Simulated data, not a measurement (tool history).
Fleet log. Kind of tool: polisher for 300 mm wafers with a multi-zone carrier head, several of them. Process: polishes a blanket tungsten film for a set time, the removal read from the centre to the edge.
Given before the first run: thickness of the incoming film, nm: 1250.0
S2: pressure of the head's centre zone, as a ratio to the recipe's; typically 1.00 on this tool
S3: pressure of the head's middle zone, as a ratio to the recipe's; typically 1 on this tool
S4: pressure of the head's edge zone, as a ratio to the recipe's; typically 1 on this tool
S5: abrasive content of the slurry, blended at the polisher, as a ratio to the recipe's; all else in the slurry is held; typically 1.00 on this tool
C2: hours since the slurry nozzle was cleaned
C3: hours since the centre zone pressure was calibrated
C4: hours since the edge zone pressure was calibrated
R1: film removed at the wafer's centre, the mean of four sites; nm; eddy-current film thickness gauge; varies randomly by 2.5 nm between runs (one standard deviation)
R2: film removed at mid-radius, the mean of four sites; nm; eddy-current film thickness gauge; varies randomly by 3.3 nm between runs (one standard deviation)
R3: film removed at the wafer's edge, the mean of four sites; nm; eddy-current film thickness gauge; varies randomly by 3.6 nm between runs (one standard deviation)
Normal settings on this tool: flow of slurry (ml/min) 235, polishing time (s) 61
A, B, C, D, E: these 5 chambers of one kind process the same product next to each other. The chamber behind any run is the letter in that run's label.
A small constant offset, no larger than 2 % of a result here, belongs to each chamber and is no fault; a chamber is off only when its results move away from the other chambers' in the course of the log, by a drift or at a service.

{"run": "1D", "hour": 5.7, "flow of slurry (ml/min)": 235, "S2": 1.0, "S3": 1, "S4": 1, "S5": 1.0, "polishing time (s)": 61, "wafers polished on this pad": 426, "C2": 5.9, "C3": 758.0, "C4": 603.9, "R1": 369.4, "R2": 378.4, "R3": 372.2}
{"run": "2B", "hour": 10.9, "flow of slurry (ml/min)": 235, "S2": 1.0, "S3": 1, "S4": 1, "S5": 1.0, "polishing time (s)": 61, "wafers polished on this pad": 1076, "C2": 223.3, "C3": 901.1, "C4": 263.5, "R1": 377.97, "R2": 371.52, "R3": 371.32}
{"hour": 12.9, "done": "chamber B: worn pad replaced by a new one"}
{"run": "3E", "hour": 16.1, "flow of slurry (ml/min)": 235, "S2": 1.0, "S3": 1, "S4": 1, "S5": 1.0, "polishing time (s)": 61, "wafers polished on this pad": 714, "C2": 95.8, "C3": 834.6, "C4": 334.1, "R1": 365.91, "R2": 369.51, "R3": 369.59}
{"run": "4A", "hour": 21.7, "flow of slurry (ml/min)": 235, "S2": 1.0, "S3": 1, "S4": 1, "S5": 1.0, "polishing time (s)": 61, "wafers polished on this pad": 1000, "C2": 387.1, "C3": 70.2, "C4": 36.6, "R1": 375.62, "R2": 369.32, "R3": 368.87}
{"run": "5C", "hour": 26.2, "flow of slurry (ml/min)": 235, "S2": 1.0, "S3": 1, "S4": 1, "S5": 1.0, "polishing time (s)": 61, "wafers polished on this pad": 870, "C2": 370.7, "C3": 412.0, "C4": 93.9, "R1": 373.95, "R2": 368.12, "R3": 374.11}
{"run": "6E", "hour": 32.5, "flow of slurry (ml/min)": 235, "S2": 1.0, "S3": 1, "S4": 1, "S5": 1.0, "polishing time (s)": 61, "wafers polished on this pad": 912, "C2": 112.2, "C3": 851.0, "C4": 350.5, "R1": 366.78, "R2": 370.35, "R3": 374.28}
{"hour": 34.4, "done": "chamber E: worn pad replaced by a new one"}
{"hour": 34.9, "done": "chamber A: worn pad replaced by a new one"}
{"run": "7A", "hour": 38.6, "flow of slurry (ml/min)": 235, "S2": 1.0, "S3": 1, "S4": 1, "S5": 1.0, "polishing time (s)": 61, "wafers polished on this pad": 44, "C2": 404.0, "C3": 87.1, "C4": 53.5, "R1": 375.16, "R2": 371.44, "R3": 359.85}
{"run": "8D", "hour": 43.6, "flow of slurry (ml/min)": 235, "S2": 1.0, "S3": 1, "S4": 1, "S5": 1.0, "polishing time (s)": 61, "wafers polished on this pad": 883, "C2": 43.8, "C3": 795.9, "C4": 641.8, "R1": 373.08, "R2": 376.64, "R3": 374.27}
{"hour": 47.2, "done": "chamber C: worn pad replaced by a new one"}
{"run": "9B", "hour": 47.3, "flow of slurry (ml/min)": 235, "S2": 1.0, "S3": 1, "S4": 1, "S5": 1.0, "polishing time (s)": 61, "wafers polished on this pad": 415, "C2": 259.7, "C3": 937.5, "C4": 299.9, "R1": 377.71, "R2": 369.53, "R3": 369.89}
{"run": "10C", "hour": 51.1, "flow of slurry (ml/min)": 235, "S2": 1.0, "S3": 1, "S4": 1, "S5": 1.0, "polishing time (s)": 61, "wafers polished on this pad": 47, "C2": 395.6, "C3": 436.9, "C4": 118.8, "R1": 380.41, "R2": 378.01, "R3": 368.67}
{"hour": 53.4, "done": "chamber D: centre zone pressure recalibrated"}
{"run": "11A", "hour": 56.2, "flow of slurry (ml/min)": 235, "S2": 1.05, "S3": 1, "S4": 1, "S5": 0.75, "polishing time (s)": 61, "wafers polished on this pad": 257, "C2": 421.6, "C3": 104.7, "C4": 71.1, "R1": 370.73, "R2": 348.81, "R3": 342.62}
{"run": "12D", "hour": 59.7, "flow of slurry (ml/min)": 235, "S2": 1.05, "S3": 1, "S4": 1, "S5": 0.75, "polishing time (s)": 61, "wafers polished on this pad": 1078, "C2": 59.9, "C3": 6.3, "C4": 657.9, "R1": 369.6, "R2": 354.69, "R3": 354.8}
{"run": "13C", "hour": 65.5, "flow of slurry (ml/min)": 235, "S2": 1.05, "S3": 1, "S4": 1, "S5": 0.75, "polishing time (s)": 61, "wafers polished on this pad": 221, "C2": 410.0, "C3": 451.3, "C4": 133.2, "R1": 371.41, "R2": 349.52, "R3": 349.32}
{"run": "14B", "hour": 70.3, "flow of slurry (ml/min)": 235, "S2": 1.05, "S3": 1, "S4": 1, "S5": 0.75, "polishing time (s)": 61, "wafers polished on this pad": 693, "C2": 282.7, "C3": 960.5, "C4": 322.9, "R1": 371.68, "R2": 348.09, "R3": 347.92}
{"run": "15E", "hour": 76.9, "flow of slurry (ml/min)": 235, "S2": 1.05, "S3": 1, "S4": 1, "S5": 0.75, "polishing time (s)": 61, "wafers polished on this pad": 513, "C2": 156.6, "C3": 895.4, "C4": 394.9, "R1": 360.78, "R2": 346.67, "R3": 346.91}
{"run": "16B", "hour": 83.5, "flow of slurry (ml/min)": 235, "S2": 1.0, "S3": 1, "S4": 1, "S5": 1.0, "polishing time (s)": 61, "wafers polished on this pad": 853, "C2": 295.9, "C3": 973.7, "C4": 336.1, "R1": 374.47, "R2": 369.96, "R3": 374.29}
{"run": "17E", "hour": 86.6, "flow of slurry (ml/min)": 235, "S2": 1.0, "S3": 1, "S4": 1, "S5": 1.0, "polishing time (s)": 61, "wafers polished on this pad": 631, "C2": 166.3, "C3": 905.1, "C4": 404.6, "R1": 365.0, "R2": 373.78, "R3": 369.59}
{"hour": 89.5, "done": "chamber B: slurry nozzle cleaned"}
{"run": "18D", "hour": 90.4, "flow of slurry (ml/min)": 235, "S2": 1.0, "S3": 1, "S4": 1, "S5": 1.0, "polishing time (s)": 61, "wafers polished on this pad": 1448, "C2": 90.6, "C3": 37.0, "C4": 688.6, "R1": 368.49, "R2": 373.75, "R3": 372.48}
{"run": "19A", "hour": 93.4, "flow of slurry (ml/min)": 235, "S2": 1.0, "S3": 1, "S4": 1, "S5": 1.0, "polishing time (s)": 61, "wafers polished on this pad": 706, "C2": 458.8, "C3": 141.9, "C4": 108.3, "R1": 374.45, "R2": 367.31, "R3": 371.02}
{"run": "20C", "hour": 99.5, "flow of slurry (ml/min)": 235, "S2": 1.0, "S3": 1, "S4": 1, "S5": 1.0, "polishing time (s)": 61, "wafers polished on this pad": 631, "C2": 444.0, "C3": 485.3, "C4": 167.2, "R1": 373.31, "R2": 369.78, "R3": 378.92}
{"run": "21E", "hour": 105.6, "flow of slurry (ml/min)": 235, "S2": 1.0, "S3": 1, "S4": 1, "S5": 1.0, "polishing time (s)": 61, "wafers polished on this pad": 860, "C2": 185.3, "C3": 924.1, "C4": 423.6, "R1": 364.03, "R2": 372.33, "R3": 377.28}
{"hour": 110.2, "done": "chamber B: worn pad replaced by a new one"}
{"run": "22B", "hour": 112.4, "flow of slurry (ml/min)": 235, "S2": 1.0, "S3": 1, "S4": 1, "S5": 1.0, "polishing time (s)": 61, "wafers polished on this pad": 26, "C2": 22.9, "C3": 1002.6, "C4": 365.0, "R1": 374.98, "R2": 364.49, "R3": 372.31}
{"hour": 112.7, "done": "chamber E: worn pad replaced by a new one"}
{"run": "23D", "hour": 115.8, "flow of slurry (ml/min)": 265, "S2": 1.0, "S3": 1, "S4": 1, "S5": 1.0, "polishing time (s)": 61, "wafers polished on this pad": 1755, "C2": 116.0, "C3": 62.4, "C4": 714.0, "R1": 365.69, "R2": 368.3, "R3": 374.72}
{"run": "24C", "hour": 122.6, "flow of slurry (ml/min)": 265, "S2": 1.0, "S3": 1, "S4": 1, "S5": 1.0, "polishing time (s)": 61, "wafers polished on this pad": 910, "C2": 467.1, "C3": 508.4, "C4": 190.3, "R1": 380.78, "R2": 371.76, "R3": 382.89}
{"hour": 123.9, "done": "chamber A: worn pad replaced by a new one"}
{"run": "25A", "hour": 127.9, "flow of slurry (ml/min)": 265, "S2": 1.0, "S3": 1, "S4": 1, "S5": 1.0, "polishing time (s)": 61, "wafers polished on this pad": 49, "C2": 493.3, "C3": 176.4, "C4": 142.8, "R1": 382.1, "R2": 372.83, "R3": 372.81}
{"run": "26B", "hour": 134.5, "flow of slurry (ml/min)": 265, "S2": 1.0, "S3": 1, "S4": 1, "S5": 1.0, "polishing time (s)": 61, "wafers polished on this pad": 293, "C2": 45.0, "C3": 1024.7, "C4": 387.1, "R1": 383.13, "R2": 377.66, "R3": 377.55}
{"run": "27C", "hour": 138.0, "flow of slurry (ml/min)": 265, "S2": 1.0, "S3": 1, "S4": 1, "S5": 1.0, "polishing time (s)": 61, "wafers polished on this pad": 1096, "C2": 482.5, "C3": 523.8, "C4": 205.7, "R1": 380.29, "R2": 378.01, "R3": 373.62}
{"hour": 143.1, "done": "chamber C: worn pad replaced by a new one"}
{"run": "28A", "hour": 143.4, "flow of slurry (ml/min)": 235, "S2": 1.0, "S3": 1, "S4": 1, "S5": 1.0, "polishing time (s)": 61, "wafers polished on this pad": 236, "C2": 508.8, "C3": 191.9, "C4": 158.3, "R1": 382.13, "R2": 366.97, "R3": 369.33}
{"run": "29D", "hour": 148.6, "flow of slurry (ml/min)": 235, "S2": 1.0, "S3": 1, "S4": 1, "S5": 1.0, "polishing time (s)": 61, "wafers polished on this pad": 2151, "C2": 148.8, "C3": 95.2, "C4": 746.8, "R1": 352.18, "R2": 361.17, "R3": 354.87}
{"run": "30E", "hour": 154.7, "flow of slurry (ml/min)": 235, "S2": 1.0, "S3": 1, "S4": 1, "S5": 1.0, "polishing time (s)": 61, "wafers polished on this pad": 507, "C2": 234.4, "C3": 973.2, "C4": 472.7, "R1": 366.8, "R2": 375.74, "R3": 371.38}
{"run": "31E", "hour": 159.5, "flow of slurry (ml/min)": 235, "S2": 1.0, "S3": 1, "S4": 1, "S5": 1.0, "polishing time (s)": 61, "wafers polished on this pad": 565, "C2": 239.2, "C3": 978.0, "C4": 477.5, "R1": 368.66, "R2": 371.69, "R3": 374.97}
{"run": "32A", "hour": 166.1, "flow of slurry (ml/min)": 235, "S2": 1.0, "S3": 1, "S4": 1, "S5": 1.0, "polishing time (s)": 61, "wafers polished on this pad": 510, "C2": 531.5, "C3": 214.6, "C4": 181.0, "R1": 375.81, "R2": 373.83, "R3": 362.77}
{"run": "33D", "hour": 171.9, "flow of slurry (ml/min)": 235, "S2": 1.0, "S3": 1, "S4": 1, "S5": 1.0, "polishing time (s)": 61, "wafers polished on this pad": 2433, "C2": 172.1, "C3": 118.5, "C4": 770.1, "R1": 349.09, "R2": 354.25, "R3": 350.99}
{"run": "34B", "hour": 175.7, "flow of slurry (ml/min)": 235, "S2": 1.0, "S3": 1, "S4": 1, "S5": 1.0, "polishing time (s)": 61, "wafers polished on this pad": 791, "C2": 86.2, "C3": 1065.9, "C4": 428.3, "R1": 375.88, "R2": 375.12, "R3": 371.41}
{"hour": 181.1, "done": "chamber E: worn pad replaced by a new one"}
{"run": "35C", "hour": 182.5, "flow of slurry (ml/min)": 235, "S2": 1.0, "S3": 1, "S4": 1, "S5": 1.0, "polishing time (s)": 61, "wafers polished on this pad": 476, "C2": 527.0, "C3": 568.3, "C4": 250.2, "R1": 374.35, "R2": 374.02, "R3": 376.56}
{"run": "36C", "hour": 187.5, "flow of slurry (ml/min)": 235, "S2": 1.0, "S3": 1, "S4": 1, "S5": 1.0, "polishing time (s)": 61, "wafers polished on this pad": 536, "C2": 532.0, "C3": 573.3, "C4": 255.2, "R1": 371.64, "R2": 372.73, "R3": 376.12}
{"run": "37B", "hour": 190.7, "flow of slurry (ml/min)": 295, "S2": 1.0, "S3": 1, "S4": 1, "S5": 1.1, "polishing time (s)": 61, "wafers polished on this pad": 972, "C2": 101.2, "C3": 1080.9, "C4": 443.3, "R1": 395.02, "R2": 395.49, "R3": 386.34}
{"run": "38A", "hour": 194.9, "flow of slurry (ml/min)": 295, "S2": 1.0, "S3": 1, "S4": 1, "S5": 1.1, "polishing time (s)": 61, "wafers polished on this pad": 858, "C2": 560.3, "C3": 243.4, "C4": 209.8, "R1": 393.11, "R2": 386.08, "R3": 381.91}
{"run": "39D", "hour": 199.8, "flow of slurry (ml/min)": 295, "S2": 1.0, "S3": 1, "S4": 1, "S5": 1.1, "polishing time (s)": 61, "wafers polished on this pad": 2770, "C2": 200.0, "C3": 146.4, "C4": 798.0, "R1": 356.74, "R2": 358.39, "R3": 355.57}
{"run": "40E", "hour": 203.1, "flow of slurry (ml/min)": 295, "S2": 1.0, "S3": 1, "S4": 1, "S5": 1.1, "polishing time (s)": 61, "wafers polished on this pad": 266, "C2": 282.8, "C3": 1021.6, "C4": 521.1, "R1": 388.94, "R2": 390.39, "R3": 394.85}
{"run": "41B", "hour": 208.5, "flow of slurry (ml/min)": 295, "S2": 1.0, "S3": 1, "S4": 1, "S5": 1.1, "polishing time (s)": 61, "wafers polished on this pad": 1187, "C2": 119.0, "C3": 1098.7, "C4": 461.1, "R1": 393.3, "R2": 391.44, "R3": 385.88}

Predict what each chamber gives when all 5 of them run the settings below next.
{"run": "42A", "hour": 213.5, "flow of slurry (ml/min)": 235, "S2": 1.0, "S3": 1, "S4": 1, "S5": 1.0, "polishing time (s)": 48, "R1": "?", "R2": "?", "R3": "?"}
{"run": "42B", "hour": 213.5, "flow of slurry (ml/min)": 235, "S2": 1.0, "S3": 1, "S4": 1, "S5": 1.0, "polishing time (s)": 48, "R1": "?", "R2": "?", "R3": "?"}
{"run": "42C", "hour": 213.5, "flow of slurry (ml/min)": 235, "S2": 1.0, "S3": 1, "S4": 1, "S5": 1.0, "polishing time (s)": 48, "R1": "?", "R2": "?", "R3": "?"}
{"run": "42D", "hour": 213.5, "flow of slurry (ml/min)": 235, "S2": 1.0, "S3": 1, "S4": 1, "S5": 1.0, "polishing time (s)": 48, "R1": "?", "R2": "?", "R3": "?"}
{"run": "42E", "hour": 213.5, "flow of slurry (ml/min)": 235, "S2": 1.0, "S3": 1, "S4": 1, "S5": 1.0, "polishing time (s)": 48, "R1": "?", "R2": "?", "R3": "?"}

run=42A R1=300.23 R2=291.94 R3=284.52
run=42B R1=295.37 R2=292.84 R3=295.25
run=42C R1=295.17 R2=297.82 R3=293.56
run=42D R1=266.26 R2=271.71 R3=265.25
run=42E R1=287.79 R2=291.99 R3=293.80

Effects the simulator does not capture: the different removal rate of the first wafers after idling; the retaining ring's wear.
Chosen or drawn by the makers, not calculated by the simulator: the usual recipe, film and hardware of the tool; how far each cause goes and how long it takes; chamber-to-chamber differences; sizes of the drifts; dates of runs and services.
